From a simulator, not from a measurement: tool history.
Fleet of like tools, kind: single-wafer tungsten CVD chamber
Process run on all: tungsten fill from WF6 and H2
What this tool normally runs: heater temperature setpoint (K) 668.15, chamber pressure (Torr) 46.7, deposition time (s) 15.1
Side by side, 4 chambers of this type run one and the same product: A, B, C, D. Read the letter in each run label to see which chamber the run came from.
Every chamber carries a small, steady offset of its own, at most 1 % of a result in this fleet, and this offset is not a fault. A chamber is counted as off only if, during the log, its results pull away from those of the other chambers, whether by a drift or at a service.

| run | hour | heater temperature setpoint (K) | chamber pressure (Torr) | deposition time (s) | read-back reference wafer on the same gauge, thickness_nm | mean film thickness on the monitor wafer (Å) |
|---|---|---|---|---|---|---|
| 1D | 5.0 | 668.15 | 46.7 | 15.1 | 50.934 | 489.40 |
| 2B | 12.3 | 668.15 | 46.7 | 15.1 | 50.847 | 484.28 |
|  | 14.4 | chamber A: thermocouple changed; heater temperature recalibrated |
| 3C | 19.4 | 668.15 | 46.7 | 15.1 | 50.928 | 492.51 |
| 4A | 25.9 | 668.15 | 46.7 | 15.1 | 50.946 | 493.71 |
| 5B | 31.7 | 668.15 | 46.7 | 15.1 | 50.906 | 484.82 |
| 6C | 38.5 | 668.15 | 46.7 | 15.1 | 50.884 | 486.66 |
| 7D | 42.4 | 668.15 | 46.7 | 15.1 | 50.886 | 486.12 |
| 8A | 51.0 | 668.15 | 46.7 | 15.1 | 50.860 | 491.53 |
| 9D | 57.8 | 668.15 | 46.7 | 15.1 | 50.864 | 486.41 |
| 10A | 65.9 | 668.15 | 46.7 | 15.1 | 50.888 | 493.20 |
| 11B | 72.1 | 668.15 | 46.7 | 15.1 | 50.901 | 485.71 |
| 12C | 78.6 | 668.15 | 46.7 | 15.1 | 50.891 | 489.52 |
| 13C | 83.8 | 668.15 | 46.7 | 15.1 | 50.904 | 489.17 |
| 14B | 90.4 | 668.15 | 46.7 | 15.1 | 50.890 | 486.77 |
| 15A | 96.0 | 668.15 | 46.7 | 16.6 | 50.938 | 540.17 |
| 16D | 101.5 | 668.15 | 46.7 | 16.6 | 50.902 | 534.08 |
| 17B | 106.4 | 668.15 | 46.7 | 16.6 | 50.899 | 536.44 |
| 18A | 113.5 | 668.15 | 46.7 | 16.6 | 50.898 | 545.79 |
| 19D | 117.3 | 668.15 | 46.7 | 12.5 | 50.890 | 402.15 |
|  | 121.9 | chamber C: thermocouple changed; heater temperature recalibrated |
| 20C | 123.2 | 668.15 | 46.7 | 12.5 | 50.919 | 417.90 |
| 21A | 129.5 | 668.15 | 46.7 | 12.5 | 50.886 | 406.39 |
| 22B | 135.5 | 668.15 | 46.7 | 12.5 | 50.863 | 400.56 |
| 23C | 142.0 | 668.15 | 46.7 | 15.1 | 50.894 | 503.75 |
| 24D | 146.8 | 668.15 | 46.7 | 15.1 | 50.885 | 484.71 |
| 25B | 155.4 | 668.15 | 46.7 | 15.1 | 50.928 | 484.24 |
| 26A | 162.7 | 668.15 | 46.7 | 15.1 | 50.951 | 489.69 |
| 27C | 168.2 | 668.15 | 46.7 | 15.1 | 50.827 | 503.51 |
| 28D | 174.8 | 668.15 | 46.7 | 15.1 | 50.895 | 484.74 |
|  | 176.5 | chamber D: capacitance manometer re-zeroed and calibrated |
| 29C | 179.0 | 668.15 | 46.7 | 15.1 | 50.908 | 509.12 |
| 30B | 185.5 | 668.15 | 46.7 | 15.1 | 50.897 | 485.42 |
| 31A | 190.9 | 668.15 | 46.7 | 15.1 | 50.870 | 492.21 |
| 32D | 198.0 | 668.15 | 46.7 | 15.1 | 50.857 | 486.53 |
| 33D | 204.5 | 668.15 | 46.7 | 15.1 | 50.863 | 488.37 |
| 34B | 211.2 | 678.15 | 46.7 | 12.9 | 50.906 | 494.64 |
| 35A | 217.4 | 678.15 | 46.7 | 12.9 | 50.915 | 503.74 |
| 36C | 223.7 | 678.15 | 46.7 | 12.9 | 50.877 | 520.73 |
| 37B | 231.3 | 678.15 | 46.7 | 12.9 | 50.884 | 497.80 |

For the next run the whole fleet of 4 chambers uses the same settings. Give each chamber's results:
| 38A | 237.5 | 668.15 | 46.7 | 15.1 |  | ? |
| 38B | 237.5 | 668.15 | 46.7 | 15.1 |  | ? |
| 38C | 237.5 | 668.15 | 46.7 | 15.1 |  | ? |
| 38D | 237.5 | 668.15 | 46.7 | 15.1 |  | ? |

| run | mean film thickness on the monitor wafer (Å) |
|---|---|
| 38A | 491.79 |
| 38B | 482.41 |
| 38C | 501.07 |
| 38D | 491.98 |

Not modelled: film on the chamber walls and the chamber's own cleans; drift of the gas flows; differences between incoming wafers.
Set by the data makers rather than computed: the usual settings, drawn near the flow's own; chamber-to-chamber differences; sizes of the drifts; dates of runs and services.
